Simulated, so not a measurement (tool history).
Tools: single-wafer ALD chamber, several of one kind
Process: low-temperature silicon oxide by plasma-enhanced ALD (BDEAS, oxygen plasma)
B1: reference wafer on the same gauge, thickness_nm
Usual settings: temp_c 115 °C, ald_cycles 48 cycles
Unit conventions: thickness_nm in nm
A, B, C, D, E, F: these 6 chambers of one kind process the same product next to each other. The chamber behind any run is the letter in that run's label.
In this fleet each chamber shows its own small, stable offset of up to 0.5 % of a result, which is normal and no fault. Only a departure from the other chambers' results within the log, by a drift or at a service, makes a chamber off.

run 1F day=0.225 | temp_c=115 ald_cycles=48 | B1=7.5580 | thickness_nm=6.6716
run 2A day=0.417 | temp_c=115 ald_cycles=48 | B1=7.5513 | thickness_nm=6.6538
run 3D day=0.671 | temp_c=115 ald_cycles=48 | B1=7.5489 | thickness_nm=6.6864
run 4E day=0.917 | temp_c=115 ald_cycles=48 | B1=7.5479 | thickness_nm=6.6755
run 5B day=1.092 | temp_c=115 ald_cycles=48 | B1=7.5525 | thickness_nm=6.6688
run 6C day=1.292 | temp_c=115 ald_cycles=48 | B1=7.5514 | thickness_nm=6.6985
run 7F day=1.483 | temp_c=115 ald_cycles=48 | B1=7.5440 | thickness_nm=6.6978
run 8B day=1.696 | temp_c=115 ald_cycles=48 | B1=7.5515 | thickness_nm=6.7099
run 9A day=1.950 | temp_c=115 ald_cycles=48 | B1=7.5489 | thickness_nm=6.6831
run 10C day=2.067 | temp_c=115 ald_cycles=48 | B1=7.5521 | thickness_nm=6.7407
run 11E day=2.258 | temp_c=115 ald_cycles=48 | B1=7.5488 | thickness_nm=6.7068
run 12D day=2.492 | temp_c=115 ald_cycles=48 | B1=7.5532 | thickness_nm=6.6372
run 13F day=2.638 | temp_c=115 ald_cycles=48 | B1=7.5498 | thickness_nm=6.7008
run 14B day=2.783 | temp_c=115 ald_cycles=48 | B1=7.5500 | thickness_nm=6.6509
run 15E day=2.946 | temp_c=115 ald_cycles=52 | B1=7.5480 | thickness_nm=7.2437
run 16A day=3.146 | temp_c=115 ald_cycles=52 | B1=7.5501 | thickness_nm=7.2151
run 17D day=3.283 | temp_c=115 ald_cycles=52 | B1=7.5484 | thickness_nm=7.2348
run 18C day=3.438 | temp_c=115 ald_cycles=52 | B1=7.5515 | thickness_nm=7.2879
run 19A day=3.662 | temp_c=115 ald_cycles=52 | B1=7.5459 | thickness_nm=7.2121
run 20D day=3.792 | temp_c=115 ald_cycles=52 | B1=7.5537 | thickness_nm=7.2403
run 21F day=3.950 | temp_c=115 ald_cycles=48 | B1=7.5489 | thickness_nm=6.6679
run 22B day=4.108 | temp_c=115 ald_cycles=48 | B1=7.5470 | thickness_nm=6.7146
run 23E day=4.292 | temp_c=115 ald_cycles=48 | B1=7.5514 | thickness_nm=6.6719
run 24C day=4.521 | temp_c=115 ald_cycles=48 | B1=7.5514 | thickness_nm=6.7201
run 25A day=4.762 | temp_c=115 ald_cycles=48 | B1=7.5494 | thickness_nm=6.6774
run 26B day=4.892 | temp_c=115 ald_cycles=48 | B1=7.5438 | thickness_nm=6.6810
run 27C day=5.125 | temp_c=115 ald_cycles=48 | B1=7.5483 | thickness_nm=6.6946
run 28D day=5.350 | temp_c=115 ald_cycles=48 | B1=7.5549 | thickness_nm=6.6835
run 29F day=5.496 | temp_c=115 ald_cycles=48 | B1=7.5525 | thickness_nm=6.6624
-- day=5.662 chamber B: thermocouple changed; heater temperature recalibrated
run 30E day=5.700 | temp_c=115 ald_cycles=48 | B1=7.5518 | thickness_nm=6.6523
run 31F day=5.883 | temp_c=129 ald_cycles=45 | B1=7.5452 | thickness_nm=6.1205
run 32C day=6.054 | temp_c=129 ald_cycles=45 | B1=7.5573 | thickness_nm=6.1180
run 33B day=6.308 | temp_c=129 ald_cycles=45 | B1=7.5476 | thickness_nm=6.0955
run 34D day=6.529 | temp_c=129 ald_cycles=45 | B1=7.5479 | thickness_nm=6.0809
run 35A day=6.675 | temp_c=129 ald_cycles=45 | B1=7.5508 | thickness_nm=6.1026
run 36E day=6.871 | temp_c=129 ald_cycles=45 | B1=7.5483 | thickness_nm=6.1084
run 37D day=7.092 | temp_c=115 ald_cycles=48 | B1=7.5517 | thickness_nm=6.6952
run 38E day=7.267 | temp_c=115 ald_cycles=48 | B1=7.5512 | thickness_nm=6.6602
run 39C day=7.429 | temp_c=115 ald_cycles=48 | B1=7.5477 | thickness_nm=6.6992
run 40A day=7.629 | temp_c=115 ald_cycles=48 | B1=7.5499 | thickness_nm=6.6877
run 41F day=7.871 | temp_c=115 ald_cycles=48 | B1=7.5526 | thickness_nm=6.6766
run 42B day=8.071 | temp_c=115 ald_cycles=48 | B1=7.5463 | thickness_nm=6.6714
run 43C day=8.242 | temp_c=110 ald_cycles=52 | B1=7.5498 | thickness_nm=7.3428

The same settings go to every chamber for the next run, one line per chamber below. Forecast the results for each:
run 44A day=8.425 | temp_c=109 ald_cycles=48 | thickness_nm=?
run 44B day=8.425 | temp_c=109 ald_cycles=48 | thickness_nm=?
run 44C day=8.425 | temp_c=109 ald_cycles=48 | thickness_nm=?
run 44D day=8.425 | temp_c=109 ald_cycles=48 | thickness_nm=?
run 44E day=8.425 | temp_c=109 ald_cycles=48 | thickness_nm=?
run 44F day=8.425 | temp_c=109 ald_cycles=48 | thickness_nm=?

run=44A thickness_nm=6.7628
run=44B thickness_nm=6.7478
run=44C thickness_nm=6.7664
run=44D thickness_nm=6.7535
run=44E thickness_nm=6.7801
run=44F thickness_nm=6.7675
